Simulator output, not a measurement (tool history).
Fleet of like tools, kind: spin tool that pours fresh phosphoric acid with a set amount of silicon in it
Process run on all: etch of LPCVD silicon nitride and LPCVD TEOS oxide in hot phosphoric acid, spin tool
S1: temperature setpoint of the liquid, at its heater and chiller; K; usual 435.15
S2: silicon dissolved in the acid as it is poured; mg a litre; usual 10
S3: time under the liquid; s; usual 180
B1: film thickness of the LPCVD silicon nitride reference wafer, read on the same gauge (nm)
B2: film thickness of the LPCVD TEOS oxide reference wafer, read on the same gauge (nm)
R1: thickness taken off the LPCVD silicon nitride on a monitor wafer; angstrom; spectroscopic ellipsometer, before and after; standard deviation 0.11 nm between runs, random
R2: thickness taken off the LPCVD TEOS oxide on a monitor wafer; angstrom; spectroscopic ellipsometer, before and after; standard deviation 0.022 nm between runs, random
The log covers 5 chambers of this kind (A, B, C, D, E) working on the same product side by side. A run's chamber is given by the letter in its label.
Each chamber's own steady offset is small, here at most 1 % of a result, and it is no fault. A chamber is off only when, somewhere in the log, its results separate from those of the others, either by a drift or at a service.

run	hour	S1	S2	S3	B1	B2	R1	R2
1B	10.9	435.15	10	180	90.001	130.01	177.8	6.585
2A	20.2	435.15	10	180	90.026	129.98	178.2	6.6633
3D	26.4	435.15	10	180	89.984	129.99	180.19	7.1147
4E	36.2	435.15	10	180	90.057	130.01	179.36	6.7529
5C	42.3	435.15	10	180	90	130.02	180.89	6.725
6B	52.8	435.15	10	180	89.987	130.01	177.2	6.9459
7E	61.9	435.15	10	180	89.992	129.99	180.26	6.8366
8C	67.6	435.15	10	180	90.006	129.97	178.93	6.766
9A	75.8	435.15	10	180	90.036	130	178.3	6.8547
10D	82	435.15	10	180	89.984	129.98	181.8	6.6195
11D	93.4	435.15	10	180	89.988	130	180.66	6.322
12A	100.6	438.15	6	180	89.962	130.01	197.86	8.2076
13E	106.6	438.15	6	180	89.98	130.01	198.87	9.2034
14C	117.3	438.15	6	180	90.017	129.98	201.13	9.02
15B	129.3	438.15	6	180	90.03	130	196.88	9.4414
16B	141.6	438.15	6	180	89.975	130.01	196.52	8.6578
17D	153	435.15	10	180	89.965	130.03	182.3	6.514
18C	163.4	435.15	15	105	89.987	130.03	103.95	3.4188
19A	168.7	435.15	15	105	90.065	129.95	105.3	3.3287
20E	180.5	435.15	15	105	90.044	130.02	104.59	3.4528
# hour 183.5: chamber A: heated supply line repaired
21C	186.8	435.15	15	105	90.001	129.98	104.87	3.4441
# hour 190.3: chamber C: thermometer replaced
22A	198.9	435.15	15	105	89.965	130.05	105.25	3.3775
23B	205.7	435.15	10	180	90.015	130.04	176.42	6.785
24D	212	435.15	10	180	90	129.99	180.12	6.9284
25E	220	435.15	4	285	90.011	130.02	286.24	11.894
26D	226.1	435.15	4	285	90.015	130	287.87	12.181
27B	233.1	435.15	4	285	90.036	130	285.27	12.51
28E	241.9	435.15	4	285	89.962	129.95	284.75	12.644
29C	248	435.15	4	285	89.997	129.98	285.5	11.891
30A	259.9	435.15	10	180	89.959	130.03	178.71	6.6074
# hour 261.9: chamber D: dissolved silicon flow meter replaced
31A	269.8	435.15	10	180	90.005	129.99	179.1	6.7737
32C	277.3	435.15	6	180	90.008	130.01	179.93	7.5322
33B	282.7	435.15	6	180	89.994	129.98	179.64	7.2196
34D	293.6	435.15	6	180	89.984	130.02	181.92	7.4873
35E	300.7	435.15	6	180	90.049	129.99	180.59	7.4338
36B	309.9	435.15	6	180	89.947	130.02	177.06	7.32
# hour 317: chamber D: thermometer replaced
37D	320.1	435.15	10	180	90.003	130.01	181.82	6.9126
38C	329.9	435.15	10	180	89.988	130	180.06	6.7563

Next, every chamber runs the same settings. What will each give?
39A	338.7	435.15	7	180			?	?
39B	338.7	435.15	7	180			?	?
39C	338.7	435.15	7	180			?	?
39D	338.7	435.15	7	180			?	?
39E	338.7	435.15	7	180			?	?

run	R1	R2
39A	178.48	7.1214
39B	178.94	7.0634
39C	180.48	7.409
39D	180.66	7.2987
39E	179.01	6.6375

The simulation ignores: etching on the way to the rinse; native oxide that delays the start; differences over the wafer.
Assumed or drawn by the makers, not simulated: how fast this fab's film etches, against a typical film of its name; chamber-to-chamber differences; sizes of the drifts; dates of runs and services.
